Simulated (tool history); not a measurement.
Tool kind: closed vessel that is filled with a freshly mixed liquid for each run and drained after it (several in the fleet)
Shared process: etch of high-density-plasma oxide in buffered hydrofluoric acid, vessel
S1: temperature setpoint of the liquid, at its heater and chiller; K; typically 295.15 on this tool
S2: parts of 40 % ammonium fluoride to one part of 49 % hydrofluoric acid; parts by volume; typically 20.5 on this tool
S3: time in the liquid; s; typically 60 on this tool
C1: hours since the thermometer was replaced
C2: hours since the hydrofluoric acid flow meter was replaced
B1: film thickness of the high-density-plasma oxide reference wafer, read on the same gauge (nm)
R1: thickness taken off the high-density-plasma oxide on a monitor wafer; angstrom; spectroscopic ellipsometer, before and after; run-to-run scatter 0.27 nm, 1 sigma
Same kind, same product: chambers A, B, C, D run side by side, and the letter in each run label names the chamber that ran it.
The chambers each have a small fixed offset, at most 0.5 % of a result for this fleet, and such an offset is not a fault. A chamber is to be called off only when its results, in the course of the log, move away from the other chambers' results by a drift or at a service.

run 1B hour=10.9 | S1=295.15 S2=20.5 S3=60 | C1=747.0 C2=1583.8 | B1=49.994 | R1=580.25
run 2D hour=20.8 | S1=295.15 S2=20.5 S3=60 | C1=27.7 C2=304.5 | B1=49.964 | R1=575.52
run 3A hour=34.3 | S1=295.15 S2=20.5 S3=60 | C1=780.9 C2=42.2 | B1=50.014 | R1=575.59
run 4C hour=41.7 | S1=295.15 S2=20.5 S3=60 | C1=266.8 C2=1611.8 | B1=50.032 | R1=575.63
run 5A hour=56.4 | S1=295.15 S2=20.5 S3=60 | C1=803.0 C2=64.3 | B1=49.969 | R1=574.89
run 6C hour=64.4 | S1=295.15 S2=20.5 S3=60 | C1=289.5 C2=1634.5 | B1=49.985 | R1=574.01
run 7D hour=80.1 | S1=291.65 S2=14.5 S3=60 | C1=87.0 C2=363.8 | B1=49.972 | R1=653.33
run 8B hour=95.6 | S1=291.65 S2=14.5 S3=60 | C1=831.7 C2=1668.5 | B1=50.049 | R1=662.23
run 9A hour=105.4 | S1=291.65 S2=14.5 S3=60 | C1=852.0 C2=113.3 | B1=50.050 | R1=648.06
run 10C hour=118.6 | S1=291.65 S2=14.5 S3=60 | C1=343.7 C2=1688.7 | B1=49.991 | R1=667.43
run 11D hour=129.5 | S1=295.15 S2=20.5 S3=60 | C1=136.4 C2=413.2 | B1=50.018 | R1=572.49
-- hour=136.6 chamber B: hydrofluoric acid flow meter replaced
run 12B hour=141.7 | S1=295.15 S2=20.5 S3=60 | C1=877.8 C2=5.1 | B1=50.035 | R1=573.56
run 13C hour=150.8 | S1=295.15 S2=20.5 S3=60 | C1=375.9 C2=1720.9 | B1=49.990 | R1=577.95
run 14B hour=158.3 | S1=295.15 S2=20.5 S3=60 | C1=894.4 C2=21.7 | B1=49.994 | R1=579.96
run 15A hour=170.4 | S1=295.15 S2=20.5 S3=60 | C1=917.0 C2=178.3 | B1=50.014 | R1=573.00
run 16D hour=185.2 | S1=295.15 S2=20.5 S3=60 | C1=192.1 C2=468.9 | B1=50.026 | R1=568.93
run 17B hour=193.8 | S1=295.15 S2=20.5 S3=60 | C1=929.9 C2=57.2 | B1=50.008 | R1=575.68
run 18D hour=206.9 | S1=295.15 S2=20.5 S3=60 | C1=213.8 C2=490.6 | B1=49.991 | R1=572.46
run 19C hour=221.6 | S1=295.15 S2=20.5 S3=60 | C1=446.7 C2=1791.7 | B1=49.997 | R1=575.63
run 20A hour=233.5 | S1=295.15 S2=20.5 S3=60 | C1=980.1 C2=241.4 | B1=50.048 | R1=569.22
run 21A hour=246.1 | S1=295.15 S2=20.5 S3=60 | C1=992.7 C2=254.0 | B1=49.998 | R1=568.67
run 22C hour=259.0 | S1=295.15 S2=20.5 S3=60 | C1=484.1 C2=1829.1 | B1=49.955 | R1=581.16
run 23D hour=266.9 | S1=295.15 S2=20.5 S3=60 | C1=273.8 C2=550.6 | B1=49.981 | R1=570.12
run 24B hour=273.9 | S1=295.15 S2=20.5 S3=60 | C1=1010.0 C2=137.3 | B1=49.989 | R1=578.05
run 25C hour=289.9 | S1=295.15 S2=20.5 S3=60 | C1=515.0 C2=1860.0 | B1=50.008 | R1=580.38
run 26A hour=297.9 | S1=295.15 S2=20.5 S3=60 | C1=1044.5 C2=305.8 | B1=49.975 | R1=575.00
run 27B hour=309.2 | S1=295.15 S2=20.5 S3=60 | C1=1045.3 C2=172.6 | B1=49.974 | R1=575.18
-- hour=314.4 chamber C: hydrofluoric acid flow meter replaced
run 28D hour=324.5 | S1=295.15 S2=20.5 S3=60 | C1=331.4 C2=608.2 | B1=50.017 | R1=568.58
run 29A hour=337.7 | S1=295.15 S2=20.5 S3=60 | C1=1084.3 C2=345.6 | B1=49.968 | R1=568.16
run 30C hour=344.7 | S1=295.15 S2=20.5 S3=60 | C1=569.8 C2=30.3 | B1=49.966 | R1=574.54

Is one chamber off against the others, does the gauge drift, or is nothing wrong? If a chamber is off, say which, and what the likeliest cause is.

Nothing is wrong: each chamber keeps only its own small, steady offset and the gauge holds still.

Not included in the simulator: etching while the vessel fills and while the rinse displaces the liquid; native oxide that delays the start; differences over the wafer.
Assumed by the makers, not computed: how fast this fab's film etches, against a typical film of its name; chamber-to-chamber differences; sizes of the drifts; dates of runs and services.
